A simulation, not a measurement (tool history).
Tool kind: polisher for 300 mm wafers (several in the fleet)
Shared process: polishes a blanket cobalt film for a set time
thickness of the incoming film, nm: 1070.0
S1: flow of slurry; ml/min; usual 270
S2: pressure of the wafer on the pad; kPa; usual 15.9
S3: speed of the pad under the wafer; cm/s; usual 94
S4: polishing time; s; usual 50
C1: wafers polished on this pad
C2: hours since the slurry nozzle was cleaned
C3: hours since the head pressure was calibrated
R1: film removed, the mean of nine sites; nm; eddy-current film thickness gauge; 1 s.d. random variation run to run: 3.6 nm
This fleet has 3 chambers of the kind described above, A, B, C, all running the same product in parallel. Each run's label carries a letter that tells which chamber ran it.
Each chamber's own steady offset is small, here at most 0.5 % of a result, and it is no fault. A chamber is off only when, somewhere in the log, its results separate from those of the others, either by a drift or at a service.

| run | hour | S1 | S2 | S3 | S4 | C1 | C2 | C3 | R1 |
|---|---|---|---|---|---|---|---|---|---|
| 1B | 8.3 | 270 | 15.9 | 94 | 50 | 406 | 308.9 | 383.4 | 288.28 |
| 2A | 18 | 270 | 15.9 | 94 | 50 | 616 | 390.7 | 251.7 | 288.93 |
| 3C | 22.9 | 270 | 15.9 | 94 | 50 | 651 | 309.6 | 384.2 | 290.75 |
|  | 32.1 | chamber A: worn pad replaced by a new one |
| 4B | 32.7 | 270 | 15.9 | 94 | 50 | 820 | 333.3 | 407.8 | 281.04 |
| 5A | 37.7 | 270 | 15.9 | 94 | 50 | 96 | 410.4 | 271.4 | 289.76 |
|  | 38.6 | chamber B: worn pad replaced by a new one |
| 6C | 43.1 | 270 | 15.9 | 94 | 50 | 994 | 329.8 | 404.4 | 274.61 |
| 7C | 54.2 | 270 | 15.9 | 94 | 50 | 1182 | 340.9 | 415.5 | 283.84 |
|  | 54.5 | chamber C: slurry nozzle cleaned |
| 8B | 60.1 | 270 | 15.9 | 94 | 50 | 366 | 360.7 | 435.2 | 289.49 |
| 9A | 65.4 | 270 | 15.9 | 94 | 50 | 566 | 438.1 | 299.1 | 288.03 |
| 10A | 72.8 | 270 | 15.9 | 94 | 50 | 691 | 445.5 | 306.5 | 285.75 |
|  | 73.1 | chamber A: worn pad replaced by a new one |
|  | 74.2 | chamber B: slurry nozzle cleaned |
|  | 75.2 | chamber C: worn pad replaced by a new one |
| 11C | 77.9 | 270 | 15.9 | 94 | 50 | 46 | 23.5 | 439.2 | 288.01 |
|  | 81.3 | chamber A: slurry nozzle cleaned |
| 12B | 88.5 | 270 | 15.9 | 82 | 50 | 848 | 14.4 | 463.6 | 249.31 |
|  | 88.7 | chamber B: worn pad replaced by a new one |
| 13C | 94.2 | 270 | 15.9 | 82 | 50 | 322 | 39.8 | 455.5 | 245.26 |
| 14A | 102.2 | 270 | 15.9 | 82 | 50 | 494 | 21 | 335.9 | 256.65 |
| 15B | 111.9 | 270 | 15.9 | 94 | 50 | 393 | 37.8 | 487 | 285.99 |
| 16C | 119.1 | 270 | 20 | 94 | 63 | 745 | 64.7 | 480.4 | 454.56 |
|  | 119.8 | chamber A: worn pad replaced by a new one |
| 17B | 129.7 | 270 | 20 | 94 | 63 | 695 | 55.6 | 504.8 | 443.1 |
| 18A | 140.9 | 270 | 20 | 94 | 63 | 358 | 59.7 | 374.6 | 468.09 |
|  | 141.8 | chamber B: worn pad replaced by a new one |
| 19B | 151.5 | 270 | 15.9 | 94 | 50 | 164 | 77.4 | 526.6 | 283.92 |
| 20A | 156.5 | 270 | 15.9 | 94 | 50 | 623 | 75.3 | 390.2 | 287.38 |
|  | 160 | chamber B: head pressure recalibrated |
| 21C | 161.5 | 270 | 15.9 | 94 | 50 | 1464 | 107.1 | 522.8 | 284.13 |
|  | 167.3 | chamber C: worn pad replaced by a new one |
| 22B | 169.2 | 270 | 15.9 | 94 | 50 | 465 | 95.1 | 9.3 | 279.71 |
|  | 173.5 | chamber A: worn pad replaced by a new one |
| 23C | 180.5 | 270 | 15.9 | 94 | 50 | 224 | 126.1 | 541.8 | 287.3 |
|  | 188.8 | chamber B: worn pad replaced by a new one |
| 24A | 189.6 | 270 | 15.9 | 94 | 50 | 273 | 108.4 | 423.3 | 285.98 |
|  | 194 | chamber A: head pressure recalibrated |
| 25B | 194.9 | 270 | 15.9 | 94 | 50 | 103 | 120.8 | 35 | 286.5 |
| 26A | 201.1 | 270 | 15.9 | 94 | 50 | 468 | 119.9 | 7.1 | 282.08 |
| 27C | 210.6 | 270 | 15.9 | 94 | 50 | 735 | 156.2 | 571.9 | 287.96 |
| 28B | 216 | 270 | 15.9 | 94 | 50 | 461 | 141.9 | 56.1 | 282.47 |
|  | 222.9 | chamber A: worn pad replaced by a new one |
| 29A | 225.8 | 270 | 15.9 | 94 | 50 | 49 | 144.6 | 31.8 | 292.62 |
| 30C | 237.1 | 270 | 15.9 | 118 | 64 | 1185 | 182.7 | 598.4 | 448.06 |

For the next run the whole fleet of 3 chambers uses the same settings. Give each chamber's results:
| 31A | 245.3 | 240 | 15.9 | 94 | 50 |  |  |  | ? |
| 31B | 245.3 | 240 | 15.9 | 94 | 50 |  |  |  | ? |
| 31C | 245.3 | 240 | 15.9 | 94 | 50 |  |  |  | ? |

| run | R1 |
|---|---|
| 31A | 277.43 |
| 31B | 276.77 |
| 31C | 281.12 |
